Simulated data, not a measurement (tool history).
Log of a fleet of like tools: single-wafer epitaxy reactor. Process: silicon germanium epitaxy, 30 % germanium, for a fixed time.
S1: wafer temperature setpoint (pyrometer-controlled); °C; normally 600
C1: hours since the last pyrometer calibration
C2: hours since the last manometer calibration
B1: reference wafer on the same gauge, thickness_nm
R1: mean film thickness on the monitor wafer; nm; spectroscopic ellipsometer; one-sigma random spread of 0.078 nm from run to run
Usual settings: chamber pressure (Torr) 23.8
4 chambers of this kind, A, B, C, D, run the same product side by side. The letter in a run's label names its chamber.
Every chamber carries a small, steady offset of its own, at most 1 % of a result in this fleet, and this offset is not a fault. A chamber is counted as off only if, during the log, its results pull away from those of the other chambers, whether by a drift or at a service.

-- hour=4.0 chamber C: pyrometer calibrated
run 1C hour=16.2 | S1=600 chamber_pressure_(Torr)=23.8 | C1=12.2 C2=1147.0 | B1=62.571 | R1=63.527
run 2B hour=26.4 | S1=600 chamber_pressure_(Torr)=23.8 | C1=552.0 C2=871.4 | B1=62.564 | R1=63.773
run 3A hour=33.4 | S1=600 chamber_pressure_(Torr)=23.8 | C1=166.4 C2=1689.5 | B1=62.564 | R1=63.745
run 4D hour=46.4 | S1=600 chamber_pressure_(Torr)=23.8 | C1=520.4 C2=182.9 | B1=62.556 | R1=63.174
run 5D hour=55.9 | S1=600 chamber_pressure_(Torr)=23.8 | C1=529.9 C2=192.4 | B1=62.540 | R1=63.242
run 6A hour=66.9 | S1=600 chamber_pressure_(Torr)=23.8 | C1=199.9 C2=1723.0 | B1=62.533 | R1=63.658
run 7C hour=80.9 | S1=600 chamber_pressure_(Torr)=23.8 | C1=76.9 C2=1211.7 | B1=62.508 | R1=63.359
run 8B hour=92.6 | S1=600 chamber_pressure_(Torr)=23.8 | C1=618.2 C2=937.6 | B1=62.511 | R1=63.668
run 9B hour=103.0 | S1=600 chamber_pressure_(Torr)=23.8 | C1=628.6 C2=948.0 | B1=62.496 | R1=63.679
run 10A hour=116.2 | S1=600 chamber_pressure_(Torr)=23.8 | C1=249.2 C2=1772.3 | B1=62.454 | R1=63.608
run 11D hour=129.7 | S1=600 chamber_pressure_(Torr)=23.8 | C1=603.7 C2=266.2 | B1=62.461 | R1=63.107
run 12C hour=144.9 | S1=600 chamber_pressure_(Torr)=23.8 | C1=140.9 C2=1275.7 | B1=62.429 | R1=63.160
run 13C hour=155.2 | S1=600 chamber_pressure_(Torr)=23.8 | C1=151.2 C2=1286.0 | B1=62.414 | R1=63.274
run 14B hour=170.3 | S1=600 chamber_pressure_(Torr)=23.8 | C1=695.9 C2=1015.3 | B1=62.422 | R1=63.750
run 15A hour=186.5 | S1=600 chamber_pressure_(Torr)=23.8 | C1=319.5 C2=1842.6 | B1=62.375 | R1=63.508
run 16D hour=194.5 | S1=600 chamber_pressure_(Torr)=23.8 | C1=668.5 C2=331.0 | B1=62.372 | R1=62.892
run 17C hour=205.6 | S1=600 chamber_pressure_(Torr)=23.8 | C1=201.6 C2=1336.4 | B1=62.384 | R1=63.266
run 18B hour=214.1 | S1=600 chamber_pressure_(Torr)=23.8 | C1=739.7 C2=1059.1 | B1=62.357 | R1=63.423
run 19A hour=221.6 | S1=600 chamber_pressure_(Torr)=23.8 | C1=354.6 C2=1877.7 | B1=62.358 | R1=63.490
run 20D hour=234.7 | S1=600 chamber_pressure_(Torr)=23.8 | C1=708.7 C2=371.2 | B1=62.337 | R1=62.889
run 21D hour=246.2 | S1=600 chamber_pressure_(Torr)=23.8 | C1=720.2 C2=382.7 | B1=62.331 | R1=62.873
run 22C hour=255.5 | S1=600 chamber_pressure_(Torr)=23.8 | C1=251.5 C2=1386.3 | B1=62.330 | R1=63.269
run 23A hour=267.9 | S1=600 chamber_pressure_(Torr)=23.8 | C1=400.9 C2=1924.0 | B1=62.300 | R1=63.622
run 24B hour=280.3 | S1=600 chamber_pressure_(Torr)=23.8 | C1=805.9 C2=1125.3 | B1=62.306 | R1=63.289

Does one chamber stand apart from the rest, does the shared gauge drift, or is all well apart from small per-chamber offsets? Give the chamber and the most likely cause, where there is one.

None of the chambers is off. What moves is the gauge, dragging all their readings along together.
Cause: gauge reads low (%) = 0.517.

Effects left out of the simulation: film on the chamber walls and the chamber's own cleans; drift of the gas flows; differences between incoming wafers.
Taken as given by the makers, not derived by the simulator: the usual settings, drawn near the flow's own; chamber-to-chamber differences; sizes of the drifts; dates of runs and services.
